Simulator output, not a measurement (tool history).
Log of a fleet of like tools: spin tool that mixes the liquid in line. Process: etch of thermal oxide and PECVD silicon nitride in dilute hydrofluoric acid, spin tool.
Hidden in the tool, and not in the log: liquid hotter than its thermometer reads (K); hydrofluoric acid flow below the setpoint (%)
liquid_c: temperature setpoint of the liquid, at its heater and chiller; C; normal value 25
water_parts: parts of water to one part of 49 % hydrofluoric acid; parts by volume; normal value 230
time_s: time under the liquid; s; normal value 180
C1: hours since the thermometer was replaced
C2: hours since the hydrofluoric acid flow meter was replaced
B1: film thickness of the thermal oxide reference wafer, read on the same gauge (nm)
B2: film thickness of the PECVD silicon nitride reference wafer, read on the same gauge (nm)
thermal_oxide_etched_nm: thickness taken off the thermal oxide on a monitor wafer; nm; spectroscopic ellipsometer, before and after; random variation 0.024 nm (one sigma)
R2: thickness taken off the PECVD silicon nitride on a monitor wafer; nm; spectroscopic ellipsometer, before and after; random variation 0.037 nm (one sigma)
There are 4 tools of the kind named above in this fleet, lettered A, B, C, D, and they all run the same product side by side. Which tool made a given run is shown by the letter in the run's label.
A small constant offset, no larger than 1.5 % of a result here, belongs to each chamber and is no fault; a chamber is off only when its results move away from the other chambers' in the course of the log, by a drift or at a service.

Run 1C, hour 3.5: usual settings; C1 691.6; C2 1247.8; B1 79.977; B2 99.98. Result: thermal_oxide_etched_nm 3.3955 nm, R2 1.8973 nm.
Run 2D, hour 10: usual settings; C1 1062; C2 839.2; B1 79.982; B2 99.982. Result: thermal_oxide_etched_nm 3.365 nm, R2 1.8948 nm.
Run 3B, hour 15.4: usual settings; C1 45.9; C2 1263.9; B1 79.992; B2 99.978. Result: thermal_oxide_etched_nm 3.3763 nm, R2 1.8622 nm.
Run 4A, hour 19.8: usual settings; C1 2264.7; C2 71.7; B1 80.004; B2 99.974. Result: thermal_oxide_etched_nm 3.409 nm, R2 1.925 nm.
Run 5B, hour 26.8: usual settings; C1 57.3; C2 1275.3; B1 80.045; B2 100.01. Result: thermal_oxide_etched_nm 3.3101 nm, R2 1.8408 nm.
Run 6C, hour 30.7: usual settings; C1 718.8; C2 1275; B1 80.024; B2 100.02. Result: thermal_oxide_etched_nm 3.38 nm, R2 1.8781 nm.
Run 7A, hour 35: usual settings; C1 2279.9; C2 86.9; B1 79.997; B2 99.987. Result: thermal_oxide_etched_nm 3.3445 nm, R2 1.9512 nm.
Run 8D, hour 40.7: usual settings; C1 1092.7; C2 869.9; B1 79.97; B2 100.02. Result: thermal_oxide_etched_nm 3.4175 nm, R2 1.8822 nm.
Run 9D, hour 43.9: usual settings; C1 1095.9; C2 873.1; B1 79.951; B2 99.974. Result: thermal_oxide_etched_nm 3.3813 nm, R2 1.9767 nm.
Run 10C, hour 49.5: usual settings; C1 737.6; C2 1293.8; B1 80.043; B2 100.01. Result: thermal_oxide_etched_nm 3.3939 nm, R2 1.9447 nm.
Run 11A, hour 53: usual settings; C1 2297.9; C2 104.9; B1 80.002; B2 100. Result: thermal_oxide_etched_nm 3.3808 nm, R2 1.8648 nm.
Run 12B, hour 59.2: usual settings; C1 89.7; C2 1307.7; B1 79.999; B2 99.996. Result: thermal_oxide_etched_nm 3.3531 nm, R2 1.829 nm.
Run 13C, hour 66.2: usual settings; C1 754.3; C2 1310.5; B1 80.025; B2 99.994. Result: thermal_oxide_etched_nm 3.3493 nm, R2 1.9235 nm.
Run 14B, hour 71.5: usual settings; C1 102; C2 1320; B1 80.018; B2 99.995. Result: thermal_oxide_etched_nm 3.3236 nm, R2 1.8799 nm.
Run 15A, hour 76.3: usual settings; C1 2321.2; C2 128.2; B1 80.013; B2 99.987. Result: thermal_oxide_etched_nm 3.3748 nm, R2 1.9416 nm.
Run 16D, hour 80.6: usual settings; C1 1132.6; C2 909.8; B1 80.051; B2 99.985. Result: thermal_oxide_etched_nm 3.3644 nm, R2 1.9025 nm.
Run 17A, hour 86.6: usual settings; C1 2331.5; C2 138.5; B1 79.975; B2 100.02. Result: thermal_oxide_etched_nm 3.4181 nm, R2 1.8838 nm.
Run 18C, hour 90.2: usual settings; C1 778.3; C2 1334.5; B1 80.005; B2 100.02. Result: thermal_oxide_etched_nm 3.3753 nm, R2 1.9104 nm.
Run 19D, hour 94.2: usual settings; C1 1146.2; C2 923.4; B1 80.017; B2 100.04. Result: thermal_oxide_etched_nm 3.3537 nm, R2 1.8462 nm.
At hour 96.7: chamber B: hydrofluoric acid flow meter replaced.
Run 20B, hour 97.8: usual settings but liquid_c 27.5 C, water_parts 285 parts by volume; C1 128.3; C2 1.1; B1 79.943; B2 100. Result: thermal_oxide_etched_nm 2.7813 nm, R2 1.6933 nm.
Run 21C, hour 102.3: usual settings but liquid_c 27.5 C, water_parts 285 parts by volume; C1 790.4; C2 1346.6; B1 80.032; B2 100. Result: thermal_oxide_etched_nm 2.7837 nm, R2 1.7677 nm.
Run 22A, hour 108.6: usual settings but liquid_c 27.5 C, water_parts 285 parts by volume; C1 2353.5; C2 160.5; B1 79.994; B2 99.994. Result: thermal_oxide_etched_nm 2.7359 nm, R2 1.8043 nm.
Run 23D, hour 115.1: usual settings but liquid_c 27.5 C, water_parts 285 parts by volume; C1 1167.1; C2 944.3; B1 80.041; B2 99.981. Result: thermal_oxide_etched_nm 2.8436 nm, R2 1.7914 nm.
Run 24B, hour 118.9: usual settings; C1 149.4; C2 22.2; B1 80.043; B2 99.994. Result: thermal_oxide_etched_nm 3.3877 nm, R2 1.924 nm.
Run 25A, hour 125.8: usual settings; C1 2370.7; C2 177.7; B1 80.001; B2 99.988. Result: thermal_oxide_etched_nm 3.3766 nm, R2 1.8943 nm.
Run 26D, hour 132.9: usual settings; C1 1184.9; C2 962.1; B1 79.985; B2 100. Result: thermal_oxide_etched_nm 3.4258 nm, R2 1.9032 nm.
Run 27B, hour 139.7: usual settings; C1 170.2; C2 43; B1 79.987; B2 100.01. Result: thermal_oxide_etched_nm 3.3703 nm, R2 1.8618 nm.
Run 28C, hour 142.9: usual settings; C1 831; C2 1387.2; B1 79.984; B2 100.02. Result: thermal_oxide_etched_nm 3.3731 nm, R2 1.8699 nm.
Run 29B, hour 146.8: usual settings but liquid_c 28 C, time_s 280 s; C1 177.3; C2 50.1; B1 79.991; B2 100.01. Result: thermal_oxide_etched_nm 5.8063 nm, R2 3.3971 nm.

All chambers now run identical settings, listed one chamber a line with results as question marks. What results will each chamber show?
Run 30A, hour 152.1: usual settings. Result: thermal_oxide_etched_nm ?, R2 ?.
Run 30B, hour 152.1: usual settings. Result: thermal_oxide_etched_nm ?, R2 ?.
Run 30C, hour 152.1: usual settings. Result: thermal_oxide_etched_nm ?, R2 ?.
Run 30D, hour 152.1: usual settings. Result: thermal_oxide_etched_nm ?, R2 ?.

run  thermal_oxide_etched_nm      R2
30A                   3.3356  1.8834
30B                   3.3555   1.819
30C                   3.4358  1.8484
30D                   3.3855  1.9671
